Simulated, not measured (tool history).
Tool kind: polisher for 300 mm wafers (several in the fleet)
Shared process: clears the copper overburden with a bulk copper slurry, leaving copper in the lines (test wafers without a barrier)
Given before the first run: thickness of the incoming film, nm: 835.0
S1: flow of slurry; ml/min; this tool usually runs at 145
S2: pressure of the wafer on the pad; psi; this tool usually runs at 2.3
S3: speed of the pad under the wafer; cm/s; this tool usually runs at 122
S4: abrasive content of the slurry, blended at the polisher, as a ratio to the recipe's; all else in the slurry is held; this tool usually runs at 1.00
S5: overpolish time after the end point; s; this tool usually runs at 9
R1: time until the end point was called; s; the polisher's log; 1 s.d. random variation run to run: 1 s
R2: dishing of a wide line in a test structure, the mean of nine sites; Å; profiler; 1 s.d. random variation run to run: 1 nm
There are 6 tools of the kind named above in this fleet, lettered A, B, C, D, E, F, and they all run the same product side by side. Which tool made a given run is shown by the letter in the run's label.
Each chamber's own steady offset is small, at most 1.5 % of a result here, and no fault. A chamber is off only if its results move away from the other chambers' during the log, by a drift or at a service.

run,day,S1,S2,S3,S4,S5,R1,R2
# day 0.283: chamber D: worn pad replaced by a new one
1F,0.358,145,2.3,122,1.00,9,79.890,561.56
2A,0.925,145,2.3,122,1.00,9,82.879,579.48
3E,1.254,145,2.3,122,1.00,9,80.445,592.87
4C,1.679,145,2.3,122,1.00,9,79.210,578.73
# day 1.954: chamber C: head pressure recalibrated
5B,2.125,145,2.3,122,1.00,9,79.532,568.28
# day 2.562: chamber F: slurry blender recalibrated
6D,2.617,145,2.3,122,1.15,9,78.091,579.23
# day 3.108: chamber D: slurry blender recalibrated
7C,3.262,145,2.3,122,1.15,9,77.759,596.64
# day 3.692: chamber B: slurry blender recalibrated
# day 3.746: chamber C: worn pad replaced by a new one
# day 3.758: chamber E: slurry blender recalibrated
# day 3.788: chamber A: slurry nozzle cleaned
8B,3.792,145,2.3,122,1.15,9,78.861,593.00
# day 3.900: chamber B: worn pad replaced by a new one
# day 4.304: chamber E: worn pad replaced by a new one
# day 4.312: chamber F: worn pad replaced by a new one
9F,4.433,145,2.3,122,1.15,9,77.069,586.69
# day 4.538: chamber D: worn pad replaced by a new one
10E,4.862,145,2.3,122,1.15,9,77.926,589.51
# day 5.300: chamber A: worn pad replaced by a new one
11A,5.350,145,2.3,122,1.15,9,78.349,589.23
# day 5.425: chamber D: head pressure recalibrated
# day 5.467: chamber C: slurry blender recalibrated
12D,6.012,145,2.3,122,1.00,9,80.597,553.94
# day 6.221: chamber A: head pressure recalibrated
13F,6.438,145,2.3,122,1.00,9,80.298,567.94
14A,6.938,145,2.3,122,1.00,9,81.283,557.30
15D,7.500,145,2.8,122,1.00,9,65.587,677.52
# day 7.521: chamber B: worn pad replaced by a new one
# day 7.650: chamber C: worn pad replaced by a new one
16E,8.158,145,2.8,122,1.00,9,66.042,658.36
# day 8.317: chamber A: slurry blender recalibrated
# day 8.492: chamber D: worn pad replaced by a new one
17C,8.579,145,2.8,122,1.00,9,66.442,671.22
18B,9.246,145,2.8,122,1.00,9,66.117,680.40
# day 9.517: chamber E: worn pad replaced by a new one
19C,9.758,145,2.8,122,1.00,9,65.901,661.61
# day 10.058: chamber A: worn pad replaced by a new one
20F,10.371,145,2.8,122,1.00,9,68.781,685.26
# day 10.450: chamber D: slurry blender recalibrated
21A,10.767,145,2.3,122,1.00,9,80.789,576.00
22E,11.083,145,2.3,122,1.00,9,78.861,568.87
# day 11.275: chamber C: worn pad replaced by a new one
# day 11.346: chamber B: worn pad replaced by a new one
# day 11.433: chamber F: worn pad replaced by a new one
# day 11.521: chamber B: head pressure recalibrated
23B,11.600,170,2.3,96,1.00,9,98.647,485.00
# day 11.875: chamber D: worn pad replaced by a new one
# day 11.962: chamber E: head pressure recalibrated
24D,12.029,170,2.3,96,1.00,9,99.702,488.92
25E,12.650,170,2.3,96,1.00,9,111.530,448.24
# day 12.654: chamber E: slurry blender recalibrated
26B,13.212,170,2.3,96,1.00,9,95.108,478.50
27C,13.583,170,2.3,96,1.00,9,100.260,491.80
# day 13.754: chamber E: worn pad replaced by a new one
28A,14.233,170,2.3,96,1.00,9,99.819,467.05
29D,14.567,145,2.3,122,0.75,9,84.669,548.47
# day 14.796: chamber C: slurry nozzle cleaned
# day 14.888: chamber A: worn pad replaced by a new one
# day 15.079: chamber B: worn pad replaced by a new one
30F,15.238,145,2.3,122,0.75,9,87.019,546.14
# day 15.396: chamber B: slurry blender recalibrated
# day 15.483: chamber C: worn pad replaced by a new one
# day 15.700: chamber D: worn pad replaced by a new one
31A,15.721,145,2.3,122,0.75,9,87.143,538.99
# day 16.096: chamber B: slurry nozzle cleaned
32C,16.212,145,2.3,122,0.75,9,85.773,541.14
33B,16.762,145,2.3,122,0.75,9,83.653,546.97
34D,17.104,145,2.3,122,0.75,9,84.226,556.66
35F,17.496,145,2.3,122,1.00,9,81.773,559.51
36E,17.967,145,2.3,122,1.00,9,92.193,520.45
# day 18.433: chamber D: slurry blender recalibrated
37F,18.479,145,2.3,122,1.00,9,81.095,568.59
38C,18.808,145,2.3,122,1.00,9,80.327,565.17
# day 19.125: chamber B: worn pad replaced by a new one
39B,19.188,145,2.3,122,1.00,9,78.415,576.96
40D,19.858,145,2.3,122,1.00,9,80.888,564.94

All 6 chambers run these settings next. Forecast each chamber's results:
41A,20.358,145,2.3,122,0.90,9,?,?
41B,20.358,145,2.3,122,0.90,9,?,?
41C,20.358,145,2.3,122,0.90,9,?,?
41D,20.358,145,2.3,122,0.90,9,?,?
41E,20.358,145,2.3,122,0.90,9,?,?
41F,20.358,145,2.3,122,0.90,9,?,?

run,R1,R2
41A,83.399,546.89
41B,80.179,564.77
41C,82.460,562.36
41D,80.751,539.64
41E,90.746,521.34
41F,83.317,558.57
